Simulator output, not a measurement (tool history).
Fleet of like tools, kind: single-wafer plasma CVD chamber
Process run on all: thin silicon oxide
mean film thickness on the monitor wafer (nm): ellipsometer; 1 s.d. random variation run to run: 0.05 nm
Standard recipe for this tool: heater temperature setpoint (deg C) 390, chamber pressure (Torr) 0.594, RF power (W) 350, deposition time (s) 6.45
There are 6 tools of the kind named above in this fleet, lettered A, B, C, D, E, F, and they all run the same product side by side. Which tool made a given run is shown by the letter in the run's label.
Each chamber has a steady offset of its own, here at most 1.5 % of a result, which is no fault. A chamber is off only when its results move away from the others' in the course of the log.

run,hour,heater temperature setpoint (deg C),chamber pressure (Torr),RF power (W),deposition time (s),hours since the last thermocouple change,hours since the last RF generator calibration,hours since the last manometer calibration,"read-back reference wafer on the same gauge, thickness_nm",mean film thickness on the monitor wafer (nm)
1E,8.3,390,0.594,350,6.45,1350.2,2083.7,1523.2,8.0246,9.4194
2F,17.9,390,0.594,350,6.45,610.9,123.5,477,8.0217,9.1542
3C,27.8,390,0.594,350,6.45,43.5,1451.3,1468.9,8.0199,9.4462
4A,33.7,390,0.594,350,6.45,687.2,1960.4,768.6,8.0226,9.1802
5B,43.5,390,0.594,350,6.45,1166.1,108.5,2648.3,8.0168,9.2399
6D,52.5,390,0.594,350,6.45,910.9,1107.2,671.3,8.0187,9.3022
7F,61.5,390,0.643,280,6.45,654.5,167.1,520.6,8.026,9.1972
8D,66.7,390,0.643,280,6.45,925.1,1121.4,685.5,8.0106,9.2228
9C,77,390,0.643,280,6.45,92.7,1500.5,1518.1,8.0116,9.2875
10A,85.4,390,0.643,280,6.45,738.9,2012.1,820.3,8.0227,9.2061
11B,93.6,390,0.643,280,6.45,1216.2,158.6,2698.4,8.01,9.1795
12E,102.8,390,0.643,280,6.45,1444.7,2178.2,1617.7,8.0183,9.2623
13A,109.6,390,0.594,350,6.45,763.1,2036.3,844.5,8.0114,9.1295
14B,117.6,390,0.594,285,7.33,1240.2,182.6,2722.4,8.015,9.7452
# hour 121.2: chamber B: capacitance manometer re-zeroed and calibrated
15D,125.7,390,0.594,285,7.33,984.1,1180.4,744.5,8.0356,9.7914
16E,133.5,390,0.594,285,7.33,1475.4,2208.9,1648.4,8.0128,9.9058
17C,138.7,390,0.594,285,7.33,154.4,1562.2,1579.8,8.0246,9.8335
# hour 141.7: chamber E: RF generator calibrated
18F,146.7,390,0.594,285,7.33,739.7,252.3,605.8,8.0185,9.6632
19E,156.8,390,0.594,285,7.33,1498.7,15.1,1671.7,8.0134,9.7827
20F,164.6,390,0.594,350,6.45,757.6,270.2,623.7,8.0215,9.155
21B,172.1,390,0.594,350,6.45,1294.7,237.1,50.9,8.0134,8.8199
22C,180.1,390,0.594,350,6.45,195.8,1603.6,1621.2,8.019,9.3277
23D,188.5,390,0.594,350,6.45,1046.9,1243.2,807.3,8.0194,9.3226
24A,193.7,390,0.594,350,6.45,847.2,2120.4,928.6,8.0195,9.2553
25A,198.3,390,0.594,350,6.45,851.8,2125,933.2,8.0181,9.1744
26C,207.1,390,0.594,350,6.45,222.8,1630.6,1648.2,8.0281,9.403
27B,212.9,390,0.594,350,6.45,1335.5,277.9,91.7,8.0246,8.781
28D,218.6,390,0.594,350,6.45,1077,1273.3,837.4,8.0132,9.3984
29E,225.4,390,0.594,350,6.45,1567.3,83.7,1740.3,8.0204,9.3972
30F,232.3,390,0.594,350,6.45,825.3,337.9,691.4,8.0235,9.2085
# hour 240.9: chamber C: RF generator calibrated
31E,241.5,390,0.594,350,6.45,1583.4,99.8,1756.4,8.0144,9.4509
# hour 247.2: chamber A: capacitance manometer re-zeroed and calibrated
32C,248.2,390,0.521,350,6.45,263.9,7.3,1689.3,8.0161,8.0283
33F,254.4,390,0.521,350,6.45,847.4,360,713.5,8.0127,7.9044
34D,264.6,390,0.521,350,6.45,1123,1319.3,883.4,8.023,8.008
35A,270.2,390,0.521,350,6.45,923.7,2196.9,23,8.0184,8.0408
36B,279.8,390,0.521,350,6.45,1402.4,344.8,158.6,8.0133,7.6062
37A,288.2,390,0.521,350,6.45,941.7,2214.9,41,8.0241,8.0144
38C,294.7,390,0.594,350,6.45,310.4,53.8,1735.8,8.0281,9.4155
39D,299.7,390,0.594,350,6.45,1158.1,1354.4,918.5,8.0225,9.3542
40F,304.7,390,0.594,350,6.45,897.7,410.3,763.8,8.0286,9.2273

All chambers now run identical settings, listed one chamber a line with results as question marks. What results will each chamber show?
41A,312.3,390,0.594,350,6.45,,,,,?
41B,312.3,390,0.594,350,6.45,,,,,?
41C,312.3,390,0.594,350,6.45,,,,,?
41D,312.3,390,0.594,350,6.45,,,,,?
41E,312.3,390,0.594,350,6.45,,,,,?
41F,312.3,390,0.594,350,6.45,,,,,?

run,mean film thickness on the monitor wafer (nm)
41A,9.2648
41B,8.7922
41C,9.3774
41D,9.2918
41E,9.3355
41F,9.0944

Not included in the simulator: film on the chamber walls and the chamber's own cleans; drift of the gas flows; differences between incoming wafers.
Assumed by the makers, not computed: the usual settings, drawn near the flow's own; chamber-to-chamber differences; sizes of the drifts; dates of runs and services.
